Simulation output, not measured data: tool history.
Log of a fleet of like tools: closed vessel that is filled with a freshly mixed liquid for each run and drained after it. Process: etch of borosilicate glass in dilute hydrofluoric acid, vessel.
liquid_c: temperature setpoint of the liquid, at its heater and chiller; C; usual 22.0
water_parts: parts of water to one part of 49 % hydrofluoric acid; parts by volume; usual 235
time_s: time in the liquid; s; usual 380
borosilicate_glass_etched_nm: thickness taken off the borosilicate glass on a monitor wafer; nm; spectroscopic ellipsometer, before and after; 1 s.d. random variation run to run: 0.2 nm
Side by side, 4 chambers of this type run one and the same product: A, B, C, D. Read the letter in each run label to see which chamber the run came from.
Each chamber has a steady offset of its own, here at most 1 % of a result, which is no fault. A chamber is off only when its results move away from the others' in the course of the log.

run	hour	liquid_c	water_parts	time_s	read-back film thickness of the borosilicate glass reference wafer, read on the same gauge (nm)	borosilicate_glass_etched_nm
1A	9.1	22.0	235	380	69.965	30.180
2B	21.5	22.0	235	380	69.975	30.404
3C	28.4	22.0	235	380	69.978	30.429
4D	39.4	22.0	235	380	70.023	29.903
5D	54.0	22.0	340	550	69.957	27.349
6B	60.5	22.0	340	550	70.007	27.410
7C	73.8	22.0	340	550	70.009	27.096
8A	85.2	22.0	340	550	69.997	27.195
9D	98.9	22.0	235	380	70.001	30.230
10A	111.6	22.0	235	380	69.987	30.225
11B	126.6	22.0	235	380	69.990	29.847
12C	137.5	22.0	310	380	69.991	21.215
13D	145.4	22.0	310	380	69.978	21.372
14A	156.0	22.0	310	380	70.002	21.352
15B	163.5	22.0	310	380	70.013	21.356
16C	174.1	22.0	235	380	69.969	29.801
17A	183.3	22.0	235	575	69.979	45.578
18C	195.2	22.0	235	575	69.970	45.514
19D	205.1	22.0	235	575	69.986	45.884
20B	218.4	22.0	235	575	70.017	46.603
21A	232.3	22.0	235	380	69.997	29.848
22B	246.8	22.0	180	380	70.001	42.670
# hour 257.9: chamber A: thermometer replaced
23C	258.0	22.0	180	380	70.002	41.236
24D	272.7	22.0	180	380	70.002	41.543
25D	283.5	22.0	180	380	69.992	41.381
26A	297.4	22.0	235	380	70.001	29.886
27C	307.3	22.0	235	380	70.026	30.168
28B	314.1	22.0	235	380	70.020	31.420
29B	327.5	22.0	235	380	70.010	31.718
30D	336.9	26.5	235	380	70.020	35.634
31C	343.7	26.5	235	380	70.007	35.598
32A	352.2	26.5	235	380	69.973	35.138
33D	367.2	26.5	235	380	70.010	35.270
34C	377.7	22.0	235	450	69.999	35.781
35B	390.5	22.0	235	450	70.007	37.913

One chamber off, gauge drift, or nothing amiss beyond the chambers' own small offsets? If it is a chamber, which one, and what is the likeliest cause?

Little by little, chamber B moves away from the other chambers.
Cause: liquid hotter than its thermometer reads (K) = 1.65.
Not necessarily distinguishable in this log from: hydrofluoric acid flow above the setpoint (%).

Chamber B could run next with any of the 4 candidate recipes listed below; each alters the usual settings, and their results appear as question marks. Which one brings its results back in line with what the other chambers deliver on the usual settings?
A result is in line if it is within this distance of the other chambers' mean on the usual settings: borosilicate_glass_etched_nm 0.710 nm
36B-1	401.3	23.5	235	380		?
36B-2	401.3	22.0	215	380		?
36B-3	401.3	22.0	255	380		?
36B-4	401.3	22.0	235	360		?

On the usual settings, the other chambers give on average: borosilicate_glass_etched_nm 30.099 nm
run	borosilicate_glass_etched_nm
36B-1	33.785
36B-2	35.719
36B-3	28.927
36B-4	30.337
The answer is 36B-4, which returns the chamber to within the allowed miss of the others.
